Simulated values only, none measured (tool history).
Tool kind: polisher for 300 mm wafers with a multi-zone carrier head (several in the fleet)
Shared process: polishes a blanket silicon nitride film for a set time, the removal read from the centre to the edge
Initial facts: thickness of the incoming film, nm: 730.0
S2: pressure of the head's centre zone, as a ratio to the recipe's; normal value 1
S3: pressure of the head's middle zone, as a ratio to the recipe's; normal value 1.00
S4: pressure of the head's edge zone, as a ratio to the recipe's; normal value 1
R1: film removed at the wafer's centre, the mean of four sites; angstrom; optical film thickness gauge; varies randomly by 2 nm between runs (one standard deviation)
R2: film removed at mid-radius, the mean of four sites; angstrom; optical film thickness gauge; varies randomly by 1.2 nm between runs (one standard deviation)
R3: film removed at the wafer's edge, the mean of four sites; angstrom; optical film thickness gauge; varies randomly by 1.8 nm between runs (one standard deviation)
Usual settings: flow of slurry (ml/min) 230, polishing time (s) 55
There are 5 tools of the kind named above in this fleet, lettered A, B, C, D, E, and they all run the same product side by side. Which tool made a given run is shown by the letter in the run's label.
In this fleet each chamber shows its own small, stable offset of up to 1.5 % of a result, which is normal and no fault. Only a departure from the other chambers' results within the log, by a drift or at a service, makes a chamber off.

-- day=0.154 chamber A: worn pad replaced by a new one
run 1A day=0.412 | flow_of_slurry_(ml/min)=230 S2=1 S3=1.00 S4=1 polishing_time_(s)=55 | R1=1309.6 R2=1322.0 R3=1374.1
-- day=0.654 chamber B: edge zone pressure recalibrated
run 2D day=0.804 | flow_of_slurry_(ml/min)=230 S2=1 S3=1.00 S4=1 polishing_time_(s)=55 | R1=1333.0 R2=1313.8 R3=1340.3
run 3C day=1.238 | flow_of_slurry_(ml/min)=230 S2=1 S3=1.00 S4=1 polishing_time_(s)=55 | R1=1281.3 R2=1336.7 R3=1311.3
-- day=1.329 chamber C: centre zone pressure recalibrated
-- day=1.462 chamber B: worn pad replaced by a new one
run 4B day=1.575 | flow_of_slurry_(ml/min)=230 S2=1 S3=1.00 S4=1 polishing_time_(s)=55 | R1=1369.1 R2=1330.2 R3=1340.2
-- day=1.612 chamber D: worn pad replaced by a new one
-- day=2.004 chamber E: slurry nozzle cleaned
run 5E day=2.012 | flow_of_slurry_(ml/min)=230 S2=1 S3=1.00 S4=1 polishing_time_(s)=55 | R1=1364.3 R2=1336.5 R3=1336.5
run 6D day=2.404 | flow_of_slurry_(ml/min)=230 S2=1 S3=1.00 S4=1 polishing_time_(s)=55 | R1=1356.7 R2=1321.2 R3=1306.4
run 7E day=2.633 | flow_of_slurry_(ml/min)=230 S2=1 S3=1.00 S4=1 polishing_time_(s)=55 | R1=1313.4 R2=1324.4 R3=1373.4
run 8C day=2.962 | flow_of_slurry_(ml/min)=230 S2=1 S3=1.00 S4=1 polishing_time_(s)=55 | R1=1331.2 R2=1326.9 R3=1298.0
-- day=3.117 chamber E: edge zone pressure recalibrated
run 9A day=3.317 | flow_of_slurry_(ml/min)=230 S2=1 S3=1.00 S4=1 polishing_time_(s)=55 | R1=1318.8 R2=1327.1 R3=1356.4
-- day=3.479 chamber A: worn pad replaced by a new one
run 10B day=3.671 | flow_of_slurry_(ml/min)=230 S2=1 S3=1.00 S4=1 polishing_time_(s)=55 | R1=1372.2 R2=1334.5 R3=1350.0
run 11A day=4.021 | flow_of_slurry_(ml/min)=230 S2=1 S3=1.00 S4=1 polishing_time_(s)=55 | R1=1330.1 R2=1323.3 R3=1323.9
-- day=4.058 chamber E: worn pad replaced by a new one
run 12D day=4.429 | flow_of_slurry_(ml/min)=230 S2=1 S3=1.00 S4=1 polishing_time_(s)=55 | R1=1320.9 R2=1337.1 R3=1338.7
run 13E day=4.767 | flow_of_slurry_(ml/min)=230 S2=1 S3=1.00 S4=1 polishing_time_(s)=55 | R1=1355.5 R2=1327.6 R3=1343.5
-- day=5.146 chamber C: edge zone pressure recalibrated
run 14B day=5.175 | flow_of_slurry_(ml/min)=230 S2=1 S3=1.00 S4=1 polishing_time_(s)=55 | R1=1353.7 R2=1367.5 R3=1330.7
-- day=5.212 chamber C: worn pad replaced by a new one
run 15C day=5.504 | flow_of_slurry_(ml/min)=230 S2=1 S3=1.00 S4=1 polishing_time_(s)=55 | R1=1301.0 R2=1284.8 R3=1298.6
run 16C day=5.846 | flow_of_slurry_(ml/min)=230 S2=1 S3=1.00 S4=1 polishing_time_(s)=55 | R1=1333.5 R2=1307.0 R3=1313.0
run 17A day=6.112 | flow_of_slurry_(ml/min)=230 S2=1 S3=1.00 S4=1 polishing_time_(s)=55 | R1=1285.3 R2=1324.4 R3=1330.2
-- day=6.204 chamber D: slurry nozzle cleaned
-- day=6.467 chamber D: worn pad replaced by a new one
run 18D day=6.512 | flow_of_slurry_(ml/min)=300 S2=1 S3=1.07 S4=1 polishing_time_(s)=55 | R1=1379.4 R2=1476.6 R3=1350.7
run 19E day=6.750 | flow_of_slurry_(ml/min)=300 S2=1 S3=1.07 S4=1 polishing_time_(s)=55 | R1=1343.1 R2=1474.1 R3=1343.1
-- day=7.188 chamber A: worn pad replaced by a new one
run 20B day=7.233 | flow_of_slurry_(ml/min)=300 S2=1 S3=1.07 S4=1 polishing_time_(s)=55 | R1=1395.9 R2=1453.1 R3=1374.2
-- day=7.300 chamber B: centre zone pressure recalibrated
run 21D day=7.488 | flow_of_slurry_(ml/min)=300 S2=1 S3=1.07 S4=1 polishing_time_(s)=55 | R1=1394.5 R2=1456.2 R3=1377.8
run 22E day=7.929 | flow_of_slurry_(ml/min)=300 S2=1 S3=1.07 S4=1 polishing_time_(s)=55 | R1=1393.3 R2=1458.2 R3=1372.8
run 23B day=8.275 | flow_of_slurry_(ml/min)=230 S2=1 S3=1.00 S4=1 polishing_time_(s)=55 | R1=1334.7 R2=1340.6 R3=1341.7
run 24A day=8.496 | flow_of_slurry_(ml/min)=230 S2=1 S3=1.00 S4=1 polishing_time_(s)=55 | R1=1304.6 R2=1311.1 R3=1379.6
run 25C day=8.767 | flow_of_slurry_(ml/min)=230 S2=1 S3=1.00 S4=1 polishing_time_(s)=55 | R1=1259.7 R2=1303.3 R3=1321.8
run 26B day=9.000 | flow_of_slurry_(ml/min)=230 S2=1 S3=1.00 S4=1 polishing_time_(s)=55 | R1=1333.3 R2=1344.5 R3=1332.2
-- day=9.096 chamber B: worn pad replaced by a new one
-- day=9.238 chamber E: slurry nozzle cleaned
-- day=9.242 chamber E: worn pad replaced by a new one
run 27E day=9.242 | flow_of_slurry_(ml/min)=230 S2=1 S3=1.00 S4=1 polishing_time_(s)=55 | R1=1342.9 R2=1315.1 R3=1396.0
run 28A day=9.479 | flow_of_slurry_(ml/min)=230 S2=1 S3=1.00 S4=1 polishing_time_(s)=55 | R1=1345.5 R2=1312.7 R3=1311.1
run 29D day=9.862 | flow_of_slurry_(ml/min)=230 S2=1 S3=1.00 S4=1 polishing_time_(s)=55 | R1=1319.0 R2=1317.5 R3=1354.2
-- day=10.138 chamber A: worn pad replaced by a new one
run 30C day=10.300 | flow_of_slurry_(ml/min)=230 S2=1 S3=1.00 S4=1 polishing_time_(s)=55 | R1=1301.5 R2=1266.1 R3=1329.9
run 31E day=10.679 | flow_of_slurry_(ml/min)=230 S2=1 S3=1.00 S4=1 polishing_time_(s)=55 | R1=1338.3 R2=1353.8 R3=1362.9
run 32D day=11.175 | flow_of_slurry_(ml/min)=185 S2=1 S3=1.00 S4=1 polishing_time_(s)=55 | R1=1258.3 R2=1297.8 R3=1313.1
-- day=11.346 chamber D: edge zone pressure recalibrated
-- day=11.512 chamber C: worn pad replaced by a new one
run 33A day=11.604 | flow_of_slurry_(ml/min)=185 S2=1 S3=1.00 S4=1 polishing_time_(s)=55 | R1=1263.0 R2=1272.3 R3=1318.1
run 34C day=11.967 | flow_of_slurry_(ml/min)=185 S2=1 S3=1.00 S4=1 polishing_time_(s)=55 | R1=1204.6 R2=1217.3 R3=1239.9
-- day=12.025 chamber D: worn pad replaced by a new one
run 35B day=12.438 | flow_of_slurry_(ml/min)=185 S2=1 S3=1.00 S4=1 polishing_time_(s)=55 | R1=1331.2 R2=1285.9 R3=1351.8
run 36C day=12.842 | flow_of_slurry_(ml/min)=185 S2=1 S3=1.00 S4=1 polishing_time_(s)=55 | R1=1190.2 R2=1179.1 R3=1249.7
run 37A day=13.100 | flow_of_slurry_(ml/min)=230 S2=1 S3=1.00 S4=1 polishing_time_(s)=55 | R1=1308.2 R2=1339.6 R3=1290.6
run 38E day=13.508 | flow_of_slurry_(ml/min)=230 S2=1 S3=1.00 S4=1 polishing_time_(s)=55 | R1=1321.7 R2=1341.7 R3=1342.7
run 39D day=13.804 | flow_of_slurry_(ml/min)=230 S2=1 S3=1.00 S4=1 polishing_time_(s)=55 | R1=1344.8 R2=1342.2 R3=1334.8

All chambers now run identical settings, listed one chamber a line with results as question marks. What results will each chamber show?
run 40A day=14.167 | flow_of_slurry_(ml/min)=230 S2=1 S3=1.00 S4=1 polishing_time_(s)=72 | R1=? R2=? R3=?
run 40B day=14.167 | flow_of_slurry_(ml/min)=230 S2=1 S3=1.00 S4=1 polishing_time_(s)=72 | R1=? R2=? R3=?
run 40C day=14.167 | flow_of_slurry_(ml/min)=230 S2=1 S3=1.00 S4=1 polishing_time_(s)=72 | R1=? R2=? R3=?
run 40D day=14.167 | flow_of_slurry_(ml/min)=230 S2=1 S3=1.00 S4=1 polishing_time_(s)=72 | R1=? R2=? R3=?
run 40E day=14.167 | flow_of_slurry_(ml/min)=230 S2=1 S3=1.00 S4=1 polishing_time_(s)=72 | R1=? R2=? R3=?

run=40A R1=1687.6 R2=1728.1 R3=1734.6
run=40B R1=1759.2 R2=1756.9 R3=1754.2
run=40C R1=1572.3 R2=1604.0 R3=1666.9
run=40D R1=1751.9 R2=1724.5 R3=1726.1
run=40E R1=1710.9 R2=1741.1 R3=1761.0

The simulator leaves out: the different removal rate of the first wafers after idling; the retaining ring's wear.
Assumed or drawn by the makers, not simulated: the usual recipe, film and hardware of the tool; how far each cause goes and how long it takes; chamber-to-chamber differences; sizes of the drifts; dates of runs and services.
